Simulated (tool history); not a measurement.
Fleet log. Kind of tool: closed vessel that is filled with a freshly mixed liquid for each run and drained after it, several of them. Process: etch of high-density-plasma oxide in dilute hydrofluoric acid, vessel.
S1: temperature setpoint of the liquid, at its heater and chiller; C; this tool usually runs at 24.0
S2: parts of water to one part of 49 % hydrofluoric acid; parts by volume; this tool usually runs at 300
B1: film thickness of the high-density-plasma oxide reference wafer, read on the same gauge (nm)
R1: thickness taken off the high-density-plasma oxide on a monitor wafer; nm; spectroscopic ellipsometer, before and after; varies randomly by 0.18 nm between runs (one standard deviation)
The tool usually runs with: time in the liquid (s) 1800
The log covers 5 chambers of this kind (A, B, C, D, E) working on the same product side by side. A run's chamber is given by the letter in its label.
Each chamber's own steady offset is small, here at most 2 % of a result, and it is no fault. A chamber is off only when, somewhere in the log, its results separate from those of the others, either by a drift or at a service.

run 1A hour=9.1 | S1=24.0 S2=300 time_in_the_liquid_(s)=1800 | B1=110.04 | R1=31.973
run 2D hour=13.2 | S1=24.0 S2=300 time_in_the_liquid_(s)=1800 | B1=110.00 | R1=31.943
run 3B hour=18.8 | S1=24.0 S2=300 time_in_the_liquid_(s)=1800 | B1=110.00 | R1=32.006
run 4C hour=23.8 | S1=24.0 S2=300 time_in_the_liquid_(s)=1800 | B1=110.02 | R1=32.510
run 5E hour=28.6 | S1=24.0 S2=300 time_in_the_liquid_(s)=1000 | B1=109.98 | R1=17.815
run 6C hour=35.8 | S1=24.0 S2=300 time_in_the_liquid_(s)=1000 | B1=110.02 | R1=18.142
run 7A hour=43.2 | S1=24.0 S2=300 time_in_the_liquid_(s)=1000 | B1=110.02 | R1=17.926
run 8E hour=48.0 | S1=24.0 S2=300 time_in_the_liquid_(s)=1000 | B1=110.02 | R1=18.015
run 9B hour=53.0 | S1=24.0 S2=300 time_in_the_liquid_(s)=1000 | B1=110.01 | R1=17.961
-- hour=53.5 chamber A: hydrofluoric acid flow meter replaced
run 10D hour=62.1 | S1=24.0 S2=300 time_in_the_liquid_(s)=1800 | B1=110.02 | R1=32.218
run 11B hour=70.5 | S1=25.5 S2=300 time_in_the_liquid_(s)=1460 | B1=110.00 | R1=27.736
run 12A hour=77.0 | S1=25.5 S2=300 time_in_the_liquid_(s)=1460 | B1=110.00 | R1=27.766
run 13C hour=81.0 | S1=25.5 S2=300 time_in_the_liquid_(s)=1460 | B1=110.02 | R1=27.997
run 14D hour=88.0 | S1=25.5 S2=300 time_in_the_liquid_(s)=1460 | B1=110.03 | R1=27.524
run 15E hour=94.5 | S1=25.5 S2=300 time_in_the_liquid_(s)=1460 | B1=110.01 | R1=27.308
run 16C hour=99.3 | S1=24.0 S2=300 time_in_the_liquid_(s)=1800 | B1=110.01 | R1=32.460
run 17D hour=103.5 | S1=24.0 S2=300 time_in_the_liquid_(s)=1800 | B1=110.02 | R1=32.406
run 18B hour=109.4 | S1=24.0 S2=300 time_in_the_liquid_(s)=1800 | B1=110.00 | R1=31.803
run 19E hour=115.4 | S1=24.0 S2=395 time_in_the_liquid_(s)=1800 | B1=110.03 | R1=22.450
run 20A hour=120.7 | S1=24.0 S2=395 time_in_the_liquid_(s)=1800 | B1=110.00 | R1=22.118
run 21A hour=127.8 | S1=24.0 S2=395 time_in_the_liquid_(s)=1800 | B1=110.01 | R1=22.280
run 22C hour=133.7 | S1=24.0 S2=395 time_in_the_liquid_(s)=1800 | B1=110.01 | R1=22.718
run 23E hour=138.7 | S1=24.0 S2=395 time_in_the_liquid_(s)=1800 | B1=110.04 | R1=22.317
run 24D hour=144.1 | S1=24.0 S2=300 time_in_the_liquid_(s)=1800 | B1=110.02 | R1=32.243
run 25B hour=152.6 | S1=24.0 S2=300 time_in_the_liquid_(s)=1800 | B1=110.01 | R1=31.281
run 26B hour=160.9 | S1=24.0 S2=300 time_in_the_liquid_(s)=2395 | B1=110.00 | R1=41.225
run 27A hour=169.9 | S1=24.0 S2=300 time_in_the_liquid_(s)=2395 | B1=109.99 | R1=42.122
run 28D hour=175.4 | S1=24.0 S2=300 time_in_the_liquid_(s)=2395 | B1=109.99 | R1=42.611
run 29E hour=183.7 | S1=24.0 S2=300 time_in_the_liquid_(s)=2395 | B1=110.01 | R1=42.089
run 30C hour=189.5 | S1=24.0 S2=300 time_in_the_liquid_(s)=2395 | B1=109.99 | R1=43.297
run 31C hour=196.2 | S1=24.0 S2=300 time_in_the_liquid_(s)=1800 | B1=110.00 | R1=32.335
run 32B hour=202.9 | S1=26.0 S2=300 time_in_the_liquid_(s)=1800 | B1=110.02 | R1=33.059
run 33E hour=209.6 | S1=26.0 S2=300 time_in_the_liquid_(s)=1800 | B1=110.01 | R1=34.422
run 34D hour=217.1 | S1=26.0 S2=300 time_in_the_liquid_(s)=1800 | B1=110.00 | R1=34.404
run 35A hour=224.4 | S1=26.0 S2=300 time_in_the_liquid_(s)=1800 | B1=109.97 | R1=34.359
run 36C hour=230.4 | S1=26.0 S2=300 time_in_the_liquid_(s)=1800 | B1=109.97 | R1=34.809
run 37D hour=236.5 | S1=24.0 S2=300 time_in_the_liquid_(s)=1800 | B1=110.01 | R1=31.918
run 38E hour=244.7 | S1=24.0 S2=300 time_in_the_liquid_(s)=1800 | B1=109.97 | R1=32.197
run 39A hour=250.5 | S1=28.0 S2=300 time_in_the_liquid_(s)=960 | B1=110.01 | R1=19.660
run 40B hour=255.3 | S1=28.0 S2=300 time_in_the_liquid_(s)=960 | B1=110.00 | R1=18.193
run 41B hour=261.6 | S1=28.0 S2=300 time_in_the_liquid_(s)=960 | B1=109.99 | R1=18.186
run 42D hour=268.3 | S1=28.0 S2=300 time_in_the_liquid_(s)=960 | B1=109.97 | R1=19.653
run 43A hour=274.0 | S1=28.0 S2=300 time_in_the_liquid_(s)=960 | B1=110.01 | R1=19.563

One chamber off, gauge drift, or nothing amiss beyond the chambers' own small offsets? If it is a chamber, which one, and what is the likeliest cause?

Little by little, chamber B moves away from the other chambers.
Cause: hydrofluoric acid flow below the setpoint (%) = 6.01.
It could be hard to tell apart here from: liquid colder than its thermometer reads (K).

Chamber B could run next with any of the 4 candidate recipes listed below; each alters the usual settings, and their results appear as question marks. Which one brings its results back in line with what the other chambers deliver on the usual settings?
To be in line, a result may differ from the other chambers' mean on the usual settings by at most: R1 0.630 nm
run 44B-1 hour=280.6 | S1=26.5 S2=300 time_in_the_liquid_(s)=1800 | R1=?
run 44B-2 hour=280.6 | S1=24.0 S2=290 time_in_the_liquid_(s)=1800 | R1=?
run 44B-3 hour=280.6 | S1=24.0 S2=300 time_in_the_liquid_(s)=1730 | R1=?
run 44B-4 hour=280.6 | S1=24.0 S2=310 time_in_the_liquid_(s)=1735 | R1=?

The other chambers' mean on the usual settings: R1 32.187 nm
run=44B-1 R1=32.267
run=44B-2 R1=31.000
run=44B-3 R1=28.524
run=44B-4 R1=27.421
44B-1 brings the chamber back in line.
